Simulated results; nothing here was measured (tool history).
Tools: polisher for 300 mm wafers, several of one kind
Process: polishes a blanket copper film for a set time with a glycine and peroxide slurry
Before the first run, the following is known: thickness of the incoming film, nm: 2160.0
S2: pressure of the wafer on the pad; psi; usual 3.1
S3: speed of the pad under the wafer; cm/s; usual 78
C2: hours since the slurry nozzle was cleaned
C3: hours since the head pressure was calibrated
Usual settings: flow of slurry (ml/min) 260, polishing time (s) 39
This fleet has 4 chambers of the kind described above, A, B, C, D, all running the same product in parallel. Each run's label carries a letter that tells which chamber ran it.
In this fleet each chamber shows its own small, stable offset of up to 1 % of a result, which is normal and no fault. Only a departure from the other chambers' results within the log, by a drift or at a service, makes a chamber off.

{"run": "1B", "hour": 11.6, "flow of slurry (ml/min)": 260, "S2": 3.1, "S3": 78, "polishing time (s)": 39, "wafers polished on this pad": 733, "C2": 233.5, "C3": 360.8, "film removed (Å)": 2084.9}
{"hour": 16.8, "done": "chamber D: worn pad replaced by a new one"}
{"run": "2C", "hour": 19.6, "flow of slurry (ml/min)": 260, "S2": 3.1, "S3": 78, "polishing time (s)": 39, "wafers polished on this pad": 723, "C2": 64.3, "C3": 65.2, "film removed (Å)": 2049.8}
{"run": "3D", "hour": 25.5, "flow of slurry (ml/min)": 260, "S2": 3.1, "S3": 78, "polishing time (s)": 39, "wafers polished on this pad": 139, "C2": 375.1, "C3": 791.9, "film removed (Å)": 2037.9}
{"run": "4A", "hour": 31.7, "flow of slurry (ml/min)": 260, "S2": 3.1, "S3": 78, "polishing time (s)": 39, "wafers polished on this pad": 1273, "C2": 443.8, "C3": 119.5, "film removed (Å)": 2054.6}
{"hour": 33.9, "done": "chamber A: worn pad replaced by a new one"}
{"hour": 35.4, "done": "chamber B: worn pad replaced by a new one"}
{"run": "5A", "hour": 41.6, "flow of slurry (ml/min)": 260, "S2": 3.1, "S3": 78, "polishing time (s)": 39, "wafers polished on this pad": 121, "C2": 453.7, "C3": 129.4, "film removed (Å)": 2045.1}
{"run": "6C", "hour": 50.0, "flow of slurry (ml/min)": 260, "S2": 3.1, "S3": 78, "polishing time (s)": 39, "wafers polished on this pad": 1204, "C2": 94.7, "C3": 95.6, "film removed (Å)": 2074.5}
{"run": "7D", "hour": 56.5, "flow of slurry (ml/min)": 260, "S2": 3.1, "S3": 78, "polishing time (s)": 39, "wafers polished on this pad": 630, "C2": 406.1, "C3": 822.9, "film removed (Å)": 2048.1}
{"hour": 58.3, "done": "chamber C: worn pad replaced by a new one"}
{"run": "8B", "hour": 68.0, "flow of slurry (ml/min)": 260, "S2": 3.1, "S3": 78, "polishing time (s)": 39, "wafers polished on this pad": 516, "C2": 289.9, "C3": 417.2, "film removed (Å)": 2045.1}
{"run": "9C", "hour": 78.9, "flow of slurry (ml/min)": 260, "S2": 3.1, "S3": 78, "polishing time (s)": 39, "wafers polished on this pad": 326, "C2": 123.6, "C3": 124.5, "film removed (Å)": 2030.8}
{"run": "10A", "hour": 89.0, "flow of slurry (ml/min)": 260, "S2": 3.1, "S3": 78, "polishing time (s)": 39, "wafers polished on this pad": 872, "C2": 501.1, "C3": 176.8, "film removed (Å)": 2053.1}
{"hour": 92.7, "done": "chamber D: worn pad replaced by a new one"}
{"run": "11D", "hour": 95.0, "flow of slurry (ml/min)": 260, "S2": 3.1, "S3": 78, "polishing time (s)": 39, "wafers polished on this pad": 37, "C2": 444.6, "C3": 861.4, "film removed (Å)": 2013.8}
{"hour": 99.3, "done": "chamber B: worn pad replaced by a new one"}
{"run": "12B", "hour": 105.6, "flow of slurry (ml/min)": 260, "S2": 3.1, "S3": 78, "polishing time (s)": 39, "wafers polished on this pad": 99, "C2": 327.5, "C3": 454.8, "film removed (Å)": 2054.4}
{"run": "13D", "hour": 111.4, "flow of slurry (ml/min)": 260, "S2": 3.1, "S3": 78, "polishing time (s)": 39, "wafers polished on this pad": 297, "C2": 461, "C3": 877.8, "film removed (Å)": 2039.8}
{"hour": 116.2, "done": "chamber A: worn pad replaced by a new one"}
{"run": "14A", "hour": 121.8, "flow of slurry (ml/min)": 260, "S2": 3.1, "S3": 78, "polishing time (s)": 39, "wafers polished on this pad": 89, "C2": 533.9, "C3": 209.6, "film removed (Å)": 2052.9}
{"run": "15B", "hour": 127.0, "flow of slurry (ml/min)": 260, "S2": 3.1, "S3": 78, "polishing time (s)": 39, "wafers polished on this pad": 438, "C2": 348.9, "C3": 476.2, "film removed (Å)": 2062.4}
{"hour": 135.5, "done": "chamber C: worn pad replaced by a new one"}
{"run": "16C", "hour": 136.9, "flow of slurry (ml/min)": 260, "S2": 3.1, "S3": 78, "polishing time (s)": 39, "wafers polished on this pad": 22, "C2": 181.6, "C3": 182.5, "film removed (Å)": 2023.6}
{"run": "17B", "hour": 147.8, "flow of slurry (ml/min)": 260, "S2": 3.1, "S3": 78, "polishing time (s)": 39, "wafers polished on this pad": 768, "C2": 369.7, "C3": 497, "film removed (Å)": 2026.3}
{"hour": 155.6, "done": "chamber D: worn pad replaced by a new one"}
{"run": "18A", "hour": 157.3, "flow of slurry (ml/min)": 260, "S2": 3.1, "S3": 78, "polishing time (s)": 39, "wafers polished on this pad": 651, "C2": 569.4, "C3": 245.1, "film removed (Å)": 2071.2}
{"hour": 159.1, "done": "chamber B: worn pad replaced by a new one"}
{"run": "19D", "hour": 166.9, "flow of slurry (ml/min)": 260, "S2": 3.1, "S3": 78, "polishing time (s)": 39, "wafers polished on this pad": 180, "C2": 516.5, "C3": 933.3, "film removed (Å)": 2026.8}
{"run": "20C", "hour": 174.9, "flow of slurry (ml/min)": 260, "S2": 3.1, "S3": 78, "polishing time (s)": 39, "wafers polished on this pad": 624, "C2": 219.6, "C3": 220.5, "film removed (Å)": 2047.5}
{"hour": 182.8, "done": "chamber B: head pressure recalibrated"}
{"run": "21A", "hour": 183.5, "flow of slurry (ml/min)": 260, "S2": 3.1, "S3": 78, "polishing time (s)": 39, "wafers polished on this pad": 1066, "C2": 595.6, "C3": 271.3, "film removed (Å)": 2077.8}
{"run": "22D", "hour": 190.0, "flow of slurry (ml/min)": 260, "S2": 3.1, "S3": 78, "polishing time (s)": 39, "wafers polished on this pad": 546, "C2": 539.6, "C3": 956.4, "film removed (Å)": 2051}
{"hour": 192.3, "done": "chamber C: slurry nozzle cleaned"}
{"run": "23C", "hour": 201.2, "flow of slurry (ml/min)": 260, "S2": 3.1, "S3": 78, "polishing time (s)": 39, "wafers polished on this pad": 1040, "C2": 8.9, "C3": 246.8, "film removed (Å)": 2050.9}
{"hour": 203.9, "done": "chamber C: worn pad replaced by a new one"}
{"hour": 207.8, "done": "chamber A: worn pad replaced by a new one"}
{"run": "24B", "hour": 212.2, "flow of slurry (ml/min)": 260, "S2": 3.1, "S3": 78, "polishing time (s)": 39, "wafers polished on this pad": 841, "C2": 434.1, "C3": 29.4, "film removed (Å)": 1910}
{"hour": 214.6, "done": "chamber B: worn pad replaced by a new one"}
{"hour": 217.5, "done": "chamber D: worn pad replaced by a new one"}
{"run": "25B", "hour": 223.3, "flow of slurry (ml/min)": 260, "S2": 3.1, "S3": 78, "polishing time (s)": 39, "wafers polished on this pad": 139, "C2": 445.2, "C3": 40.5, "film removed (Å)": 1936.7}
{"run": "26C", "hour": 229.4, "flow of slurry (ml/min)": 260, "S2": 3.1, "S3": 78, "polishing time (s)": 39, "wafers polished on this pad": 404, "C2": 37.1, "C3": 275, "film removed (Å)": 2034}
{"run": "27A", "hour": 236.0, "flow of slurry (ml/min)": 340, "S2": 2.6, "S3": 78, "polishing time (s)": 39, "wafers polished on this pad": 446, "C2": 648.1, "C3": 323.8, "film removed (Å)": 1820.5}
{"run": "28D", "hour": 245.7, "flow of slurry (ml/min)": 340, "S2": 2.6, "S3": 78, "polishing time (s)": 39, "wafers polished on this pad": 447, "C2": 595.3, "C3": 1012.1, "film removed (Å)": 1831.3}
{"run": "29B", "hour": 254.3, "flow of slurry (ml/min)": 340, "S2": 2.6, "S3": 78, "polishing time (s)": 39, "wafers polished on this pad": 629, "C2": 476.2, "C3": 71.5, "film removed (Å)": 1690.4}
{"run": "30C", "hour": 265.8, "flow of slurry (ml/min)": 340, "S2": 2.6, "S3": 78, "polishing time (s)": 39, "wafers polished on this pad": 980, "C2": 73.5, "C3": 311.4, "film removed (Å)": 1824.1}
{"run": "31D", "hour": 272.2, "flow of slurry (ml/min)": 260, "S2": 3.1, "S3": 78, "polishing time (s)": 39, "wafers polished on this pad": 867, "C2": 621.8, "C3": 1038.6, "film removed (Å)": 2048}
{"hour": 280.4, "done": "chamber B: worn pad replaced by a new one"}
{"hour": 281.8, "done": "chamber C: worn pad replaced by a new one"}
{"run": "32A", "hour": 282.5, "flow of slurry (ml/min)": 260, "S2": 3.1, "S3": 78, "polishing time (s)": 39, "wafers polished on this pad": 1182, "C2": 694.6, "C3": 370.3, "film removed (Å)": 2059.1}
{"run": "33C", "hour": 293.7, "flow of slurry (ml/min)": 260, "S2": 3.1, "S3": 78, "polishing time (s)": 26, "wafers polished on this pad": 189, "C2": 101.4, "C3": 339.3, "film removed (Å)": 1360.2}
{"hour": 294.2, "done": "chamber A: slurry nozzle cleaned"}
{"hour": 297.2, "done": "chamber A: worn pad replaced by a new one"}
{"run": "34A", "hour": 299.7, "flow of slurry (ml/min)": 260, "S2": 3.1, "S3": 78, "polishing time (s)": 26, "wafers polished on this pad": 40, "C2": 5.6, "C3": 387.5, "film removed (Å)": 1378.1}
{"run": "35B", "hour": 307.6, "flow of slurry (ml/min)": 260, "S2": 3.1, "S3": 78, "polishing time (s)": 26, "wafers polished on this pad": 432, "C2": 529.5, "C3": 124.8, "film removed (Å)": 1279.3}

The same settings go to every chamber for the next run, one line per chamber below. Forecast the results for each:
{"run": "36A", "hour": 316.2, "flow of slurry (ml/min)": 260, "S2": 3.6, "S3": 78, "polishing time (s)": 39, "film removed (Å)": "?"}
{"run": "36B", "hour": 316.2, "flow of slurry (ml/min)": 260, "S2": 3.6, "S3": 78, "polishing time (s)": 39, "film removed (Å)": "?"}
{"run": "36C", "hour": 316.2, "flow of slurry (ml/min)": 260, "S2": 3.6, "S3": 78, "polishing time (s)": 39, "film removed (Å)": "?"}
{"run": "36D", "hour": 316.2, "flow of slurry (ml/min)": 260, "S2": 3.6, "S3": 78, "polishing time (s)": 39, "film removed (Å)": "?"}

run=36A film_removed_(Å)=2347.2
run=36B film_removed_(Å)=2129.6
run=36C film_removed_(Å)=2340.8
run=36D film_removed_(Å)=2305.6

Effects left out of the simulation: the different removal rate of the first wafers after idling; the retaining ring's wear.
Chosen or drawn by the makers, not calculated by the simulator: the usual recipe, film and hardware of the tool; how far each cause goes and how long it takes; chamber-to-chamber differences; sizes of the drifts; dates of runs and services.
